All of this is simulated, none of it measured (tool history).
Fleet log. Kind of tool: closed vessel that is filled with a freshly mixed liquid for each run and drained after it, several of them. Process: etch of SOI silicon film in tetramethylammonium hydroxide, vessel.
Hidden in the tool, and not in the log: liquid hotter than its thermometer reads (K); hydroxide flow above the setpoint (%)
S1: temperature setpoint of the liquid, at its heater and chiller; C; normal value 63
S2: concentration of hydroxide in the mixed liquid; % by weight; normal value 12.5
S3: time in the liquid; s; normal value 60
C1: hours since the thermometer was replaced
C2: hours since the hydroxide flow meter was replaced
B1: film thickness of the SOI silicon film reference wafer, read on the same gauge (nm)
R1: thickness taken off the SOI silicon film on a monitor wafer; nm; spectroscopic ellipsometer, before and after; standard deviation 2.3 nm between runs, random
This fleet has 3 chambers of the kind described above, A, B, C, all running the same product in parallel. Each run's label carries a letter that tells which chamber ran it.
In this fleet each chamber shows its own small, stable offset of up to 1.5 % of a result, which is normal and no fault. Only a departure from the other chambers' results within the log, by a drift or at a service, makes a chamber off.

run   hour    S1    S2  S3      C1     C2      B1      R1
 1C   15.5    63  12.5  60   354.8  652.8  139.99  258.93
 2B   24.8    63  12.5  60   408.8  381.6  140.02   261.5
 3A   32.8    63  12.5  60   793.6  388.3     140  258.59
 4C   44.6    63  12.5  60   383.9  681.9  139.99  262.39
 5B   56.1    63  12.5  60   440.1  412.9  140.01  261.09
        58  -- chamber C: hydroxide flow meter replaced
      61.4  -- chamber A: hydroxide flow meter replaced
 6A     72    63  12.5  60   832.8   10.6     140   259.7
 7A   86.4    63  12.5  60   847.2     25  139.99   263.3
 8C  101.4    63  12.5  60   440.7   43.4  140.01  262.18
 9B  116.7    63  12.5  60   500.7  473.5     140  269.85
10C  125.5    63  12.5  60   464.8   67.5  139.99  257.48
11A  140.9    63  12.5  60   901.7   79.5  139.99  260.87
12B  149.4    63  12.5  60   533.4  506.2  139.99  271.55
13C    161    63  12.5  60   500.3    103  140.01  260.23
14B  177.4  70.5  12.5  60   561.4  534.2  140.01     436
15A  192.2  70.5  12.5  60     953  130.8  139.99  409.69
16A  203.3  70.5  12.5  60   964.1  141.9  140.01  404.69
17C  216.6    63  12.5  60   555.9  158.6     140   264.2
18B  231.4    63  12.5  60   615.4  588.2  140.01  285.69
19B  242.5    63  12.5  60   626.5  599.3  139.98  289.83
20A    251    63  12.5  60  1011.8  189.6  139.99  262.04
21C  259.4    63  12.5  60   598.7  201.4  140.02  262.57
22A  272.5    63  12.5  60  1033.3  211.1     140   258.7

Predict what each chamber gives when all 3 of them run the settings below next.
23A  284.4  63  12.5  60               ?
23B  284.4  63  12.5  60               ?
23C  284.4  63  12.5  60               ?

run      R1
23A   259.2
23B  293.81
23C  264.19

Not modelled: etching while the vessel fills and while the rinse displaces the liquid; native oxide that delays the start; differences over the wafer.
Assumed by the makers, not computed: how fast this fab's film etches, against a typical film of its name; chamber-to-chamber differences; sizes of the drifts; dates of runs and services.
